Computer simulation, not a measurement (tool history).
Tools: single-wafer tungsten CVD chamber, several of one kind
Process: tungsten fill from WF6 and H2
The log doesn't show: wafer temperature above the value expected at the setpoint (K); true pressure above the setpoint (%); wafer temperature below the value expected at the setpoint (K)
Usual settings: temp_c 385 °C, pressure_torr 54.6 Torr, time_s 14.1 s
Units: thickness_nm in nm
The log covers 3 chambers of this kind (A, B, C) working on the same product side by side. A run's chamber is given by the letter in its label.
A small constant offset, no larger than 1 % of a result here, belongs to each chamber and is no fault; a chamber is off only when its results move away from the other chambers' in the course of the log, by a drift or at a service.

run	hour	temp_c	pressure_torr	time_s	hours since the last thermocouple change	hours since the last manometer calibration	read-back reference wafer on the same gauge, thickness_nm	thickness_nm
1B	3.9	385	54.6	14.1	723.8	1571.8	36.096	40.24
2C	6.3	385	54.6	14.1	674.2	1364.3	36.085	40.227
3A	10.3	385	54.6	14.1	2381.7	217.7	36.091	40.474
4A	14.2	385	54.6	14.1	2385.6	221.6	36.083	40.464
5B	18.1	385	54.6	14.1	738	1586	36.076	40.178
6C	22.4	385	54.6	14.1	690.3	1380.4	36.068	40.213
7C	24.7	385	54.6	14.1	692.6	1382.7	36.067	40.121
8A	28.6	385	54.6	14.1	2400	236	36.059	40.402
9B	32.3	385	54.6	14.1	752.2	1600.2	36.056	40.203
10A	36.8	385	54.6	14.1	2408.2	244.2	36.048	40.517
11C	41.1	385	54.6	14.1	709	1399.1	36.035	40.078
12B	43.4	385	54.6	14.1	763.3	1611.3	36.042	40.124
13A	47.4	385	54.6	14.1	2418.8	254.8	36.042	40.433
14B	49.9	385	54.6	14.1	769.8	1617.8	36.025	40.164
15C	53.1	385	54.6	14.1	721	1411.1	36.029	40.175
16A	57.9	385	54.6	14.1	2429.3	265.3	36.018	40.438
17B	60.2	385	54.6	14.1	780.1	1628.1	35.999	40.106
18C	64.1	385	54.6	14.1	732	1422.1	36.025	40.136
19A	66.5	385	54.6	11.8	2437.9	273.9	36.017	33.825
20C	71.5	385	54.6	11.8	739.4	1429.5	36.006	33.534
21B	76.2	385	54.6	11.8	796.1	1644.1	35.988	33.483
22A	79.6	385	54.6	14.1	2451	287	35.992	40.352
23C	83.8	385	54.6	14.1	751.7	1441.8	36.002	40.077
24B	86.2	393	54.6	15.8	806.1	1654.1	35.981	52.547
25A	91	393	54.6	15.8	2462.4	298.4	35.97	53.038
26C	95	393	54.6	15.8	762.9	1453	35.961	52.237
27B	99.5	385	54.6	14.1	819.4	1667.4	35.968	40.007
28A	103.1	385	54.6	14.1	2474.5	310.5	35.958	40.255
29C	106	385	54.6	14.1	773.9	1464	35.951	40.079
30B	109.4	385	54.6	14.1	829.3	1677.3	35.941	39.996
31B	112.5	385	54.6	14.1	832.4	1680.4	35.938	40.125
32A	117.1	385	54.6	14.1	2488.5	324.5	35.929	40.309
33C	119.6	385	67.3	13.3	787.5	1477.6	35.932	41.402
34C	123.6	385	67.3	13.3	791.5	1481.6	35.927	41.526
35B	127.5	385	67.3	13.3	847.4	1695.4	35.92	41.347
36A	130.8	385	54.6	14.1	2502.2	338.2	35.916	40.335
37C	136	398	54.6	14.1	803.9	1494	35.907	51.293
38B	141	398	54.6	14.1	860.9	1708.9	35.897	51.606
39A	143.5	398	54.6	14.1	2514.9	350.9	35.895	51.723
40A	146.9	385	54.6	14.1	2518.3	354.3	35.901	40.323

The same settings go to every chamber for the next run, one line per chamber below. Forecast the results for each:
41A	150.6	385	54.6	14.1				?
41B	150.6	385	54.6	14.1				?
41C	150.6	385	54.6	14.1				?

run	thickness_nm
41A	40.21
41B	39.921
41C	39.825
